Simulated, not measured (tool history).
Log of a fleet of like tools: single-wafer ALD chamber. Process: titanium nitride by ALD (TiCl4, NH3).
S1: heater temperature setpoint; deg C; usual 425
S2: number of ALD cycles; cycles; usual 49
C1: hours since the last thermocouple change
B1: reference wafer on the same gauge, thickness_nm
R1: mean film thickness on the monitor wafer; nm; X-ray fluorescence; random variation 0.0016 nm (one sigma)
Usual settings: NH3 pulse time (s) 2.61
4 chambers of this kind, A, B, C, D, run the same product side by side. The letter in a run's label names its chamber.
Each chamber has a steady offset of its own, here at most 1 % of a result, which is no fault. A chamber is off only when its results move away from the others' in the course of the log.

Run 1D, hour 12.1: usual settings; C1 34.6; B1 1.2694. Result: R1 1.09220 nm.
Run 2A, hour 21.9: usual settings; C1 1693.9; B1 1.2691. Result: R1 1.08550 nm.
Run 3B, hour 28.7: usual settings; C1 602.5; B1 1.2693. Result: R1 1.09650 nm.
Run 4C, hour 38.7: usual settings; C1 1762.8; B1 1.2695. Result: R1 1.08770 nm.
Run 5B, hour 45.1: usual settings but S2 46 cycles, NH3 pulse time (s) 3.08; C1 618.9; B1 1.2690. Result: R1 1.03300 nm.
Run 6A, hour 54.2: usual settings but S2 46 cycles, NH3 pulse time (s) 3.08; C1 1726.2; B1 1.2684. Result: R1 1.02340 nm.
Run 7C, hour 64.8: usual settings but S2 46 cycles, NH3 pulse time (s) 3.08; C1 1788.9; B1 1.2677. Result: R1 1.02840 nm.
Run 8D, hour 71.8: usual settings but S2 46 cycles, NH3 pulse time (s) 3.08; C1 94.3; B1 1.2687. Result: R1 1.02630 nm.
Run 9D, hour 80.7: usual settings; C1 103.2; B1 1.2677. Result: R1 1.08730 nm.
Run 10C, hour 89.3: usual settings; C1 1813.4; B1 1.2680. Result: R1 1.09000 nm.
Run 11A, hour 97.7: usual settings; C1 1769.7; B1 1.2680. Result: R1 1.08370 nm.
Run 12B, hour 108.3: usual settings but NH3 pulse time (s) 3.00; C1 682.1; B1 1.2673. Result: R1 1.09670 nm.
Run 13D, hour 115.9: usual settings but NH3 pulse time (s) 3.00; C1 138.4; B1 1.2671. Result: R1 1.08960 nm.
Run 14C, hour 128.9: usual settings but NH3 pulse time (s) 3.00; C1 1853.0; B1 1.2667. Result: R1 1.09700 nm.
Run 15A, hour 137.5: usual settings but NH3 pulse time (s) 3.00; C1 1809.5; B1 1.2666. Result: R1 1.08860 nm.
Run 16B, hour 145.7: usual settings; C1 719.5; B1 1.2662. Result: R1 1.09460 nm.
Run 17B, hour 153.0: usual settings; C1 726.8; B1 1.2658. Result: R1 1.09360 nm.
Run 18C, hour 162.8: usual settings; C1 1886.9; B1 1.2656. Result: R1 1.09070 nm.
Run 19A, hour 176.0: usual settings; C1 1848.0; B1 1.2657. Result: R1 1.08170 nm.
Run 20D, hour 185.1: usual settings; C1 207.6; B1 1.2654. Result: R1 1.08410 nm.
Run 21B, hour 193.9: usual settings; C1 767.7; B1 1.2650. Result: R1 1.09230 nm.
Run 22D, hour 205.7: usual settings; C1 228.2; B1 1.2647. Result: R1 1.08370 nm.
Run 23C, hour 211.6: usual settings; C1 1935.7; B1 1.2644. Result: R1 1.08870 nm.
Run 24A, hour 218.5: usual settings; C1 1890.5; B1 1.2651. Result: R1 1.08260 nm.
Run 25C, hour 230.3: usual settings; C1 1954.4; B1 1.2644. Result: R1 1.08640 nm.
Run 26A, hour 236.2: usual settings; C1 1908.2; B1 1.2646. Result: R1 1.08190 nm.
Run 27B, hour 245.6: usual settings; C1 819.4; B1 1.2636. Result: R1 1.09180 nm.
Run 28D, hour 252.9: usual settings; C1 275.4; B1 1.2634. Result: R1 1.08460 nm.
Run 29A, hour 265.4: usual settings; C1 1937.4; B1 1.2627. Result: R1 1.08390 nm.
At hour 271.5: chamber C: thermocouple changed; heater temperature recalibrated.
Run 30C, hour 275.1: usual settings; C1 3.7; B1 1.2634. Result: R1 1.08770 nm.
Run 31B, hour 282.7: usual settings; C1 856.5; B1 1.2630. Result: R1 1.08920 nm.
Run 32D, hour 293.2: usual settings; C1 315.7; B1 1.2626. Result: R1 1.08260 nm.
Run 33D, hour 299.8: usual settings; C1 322.3; B1 1.2629. Result: R1 1.08000 nm.

All 4 chambers run these settings next. Forecast each chamber's results:
Run 34A, hour 309.4: usual settings but S2 42 cycles. Result: R1 ?.
Run 34B, hour 309.4: usual settings but S2 42 cycles. Result: R1 ?.
Run 34C, hour 309.4: usual settings but S2 42 cycles. Result: R1 ?.
Run 34D, hour 309.4: usual settings but S2 42 cycles. Result: R1 ?.

run       R1
34A  0.92603
34B  0.93507
34C  0.93173
34D  0.92814

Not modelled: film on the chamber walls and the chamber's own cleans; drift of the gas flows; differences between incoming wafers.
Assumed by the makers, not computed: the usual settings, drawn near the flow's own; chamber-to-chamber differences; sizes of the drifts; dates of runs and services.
